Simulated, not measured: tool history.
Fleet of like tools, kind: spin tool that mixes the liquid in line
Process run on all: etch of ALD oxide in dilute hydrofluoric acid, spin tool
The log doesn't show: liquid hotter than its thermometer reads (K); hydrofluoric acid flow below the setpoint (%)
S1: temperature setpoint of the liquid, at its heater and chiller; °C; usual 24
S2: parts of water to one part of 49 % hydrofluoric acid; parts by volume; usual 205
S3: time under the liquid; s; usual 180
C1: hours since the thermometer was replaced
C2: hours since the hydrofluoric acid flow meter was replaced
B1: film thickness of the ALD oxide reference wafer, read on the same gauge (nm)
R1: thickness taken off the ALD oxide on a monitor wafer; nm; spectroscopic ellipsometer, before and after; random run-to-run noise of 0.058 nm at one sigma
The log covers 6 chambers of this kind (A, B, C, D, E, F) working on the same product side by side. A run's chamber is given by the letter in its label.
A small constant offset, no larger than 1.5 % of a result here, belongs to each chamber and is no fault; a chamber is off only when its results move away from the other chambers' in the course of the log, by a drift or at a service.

run     day    S1   S2   S3      C1      C2      B1      R1
 1D   0.425    24  205  180  1067.4  1582.8  49.987   7.661
 2F   0.867    24  205  180  1411.8   490.2  50.012  7.4607
        0.9  -- chamber D: thermometer replaced
 3B   1.292    24  205  180  1087.6   243.7  50.016  7.6327
 4C   1.675    24  205  180   561.2  1875.2  50.018  7.7482
 5E   1.925    24  205  180  1465.5   351.9  50.018  7.6945
 6A   2.342    24  205  125   227.1     533  50.012  5.2482
 7B   2.562    24  205  125  1118.1   274.2  50.035  5.3258
 8C   2.821    24  205  125   588.7  1902.7  50.008  5.3893
 9E   3.246    24  205  125  1497.2   383.6  50.003    5.35
10D   3.642    24  205  125    65.9    1660  50.025  5.2454
11A   4.004    24  205  125     267   572.9  49.997   5.274
12F   4.225    24  205  180  1492.4   570.8  49.975  7.6361
13D   4.646    24  205  180      90  1684.1  50.019   7.614
14C   5.029    24  205  180   641.7  1955.7  49.957  7.7597
15A   5.321    24  205  180   298.6   604.5  50.012  7.5669
16B   5.583    24  205  180  1190.6   346.7   50.05  7.6481
17E   5.842    24  205  180  1559.5   445.9  49.993  7.7305
18F   6.071    24  205  180  1536.7   615.1  49.998  7.5697
19D     6.3    24  205  180   129.7  1723.8  49.994  7.6629
20F   6.612    24  205  180  1549.7   628.1  49.977  7.5539
      6.896  -- chamber D: hydrofluoric acid flow meter replaced
21A   6.971    24  205  180   338.2   644.1  49.979   7.304
22C    7.25    24  205  180     695    2009  50.031   7.787
23B   7.454  26.5  205  130  1235.5   391.6  49.976  6.0069
24E   7.875  26.5  205  130  1608.3   494.7  50.019  6.0802
25A   8.325  26.5  205  130   370.7   676.6  49.983  5.8639
      8.638  -- chamber B: hydrofluoric acid flow meter replaced
26B   8.696  26.5  205  130  1265.3     1.4  50.019  6.0331
27F   8.967  26.5  205  130  1606.2   684.6  49.981  5.9436
28E   9.304  26.5  205  130  1642.6     529  50.015  6.0901
29D   9.546    24  205  180   207.6    63.7  50.019  7.6744
      9.575  -- chamber C: hydrofluoric acid flow meter replaced
30C   9.975    24  205  180   760.4     9.7  49.968  7.7522
31D  10.262    24  205  180   224.8    80.9  50.031  7.5803
32F  10.596    29  110  180  1645.3   723.7  49.946  18.888
33E  10.825    29  110  180  1679.1   565.5  49.988   19.07
34C  11.175    29  110  180   789.2    38.5   50.04  19.578
35B  11.421    29  110  180  1330.7    66.8  50.013  19.465
36A  11.746    29  110  180   452.8   758.7  50.024  17.757
37D  12.192    29  110  180   271.1   127.2  49.951  19.186

Next, all 6 chambers run the settings below, one line each with question marks for the results. What does each chamber give?
38A  12.512  24  205  180               ?
38B  12.512  24  205  180               ?
38C  12.512  24  205  180               ?
38D  12.512  24  205  180               ?
38E  12.512  24  205  180               ?
38F  12.512  24  205  180               ?

run      R1
38A    7.14
38B  7.6448
38C  7.8251
38D  7.6351
38E  7.7172
38F  7.6014

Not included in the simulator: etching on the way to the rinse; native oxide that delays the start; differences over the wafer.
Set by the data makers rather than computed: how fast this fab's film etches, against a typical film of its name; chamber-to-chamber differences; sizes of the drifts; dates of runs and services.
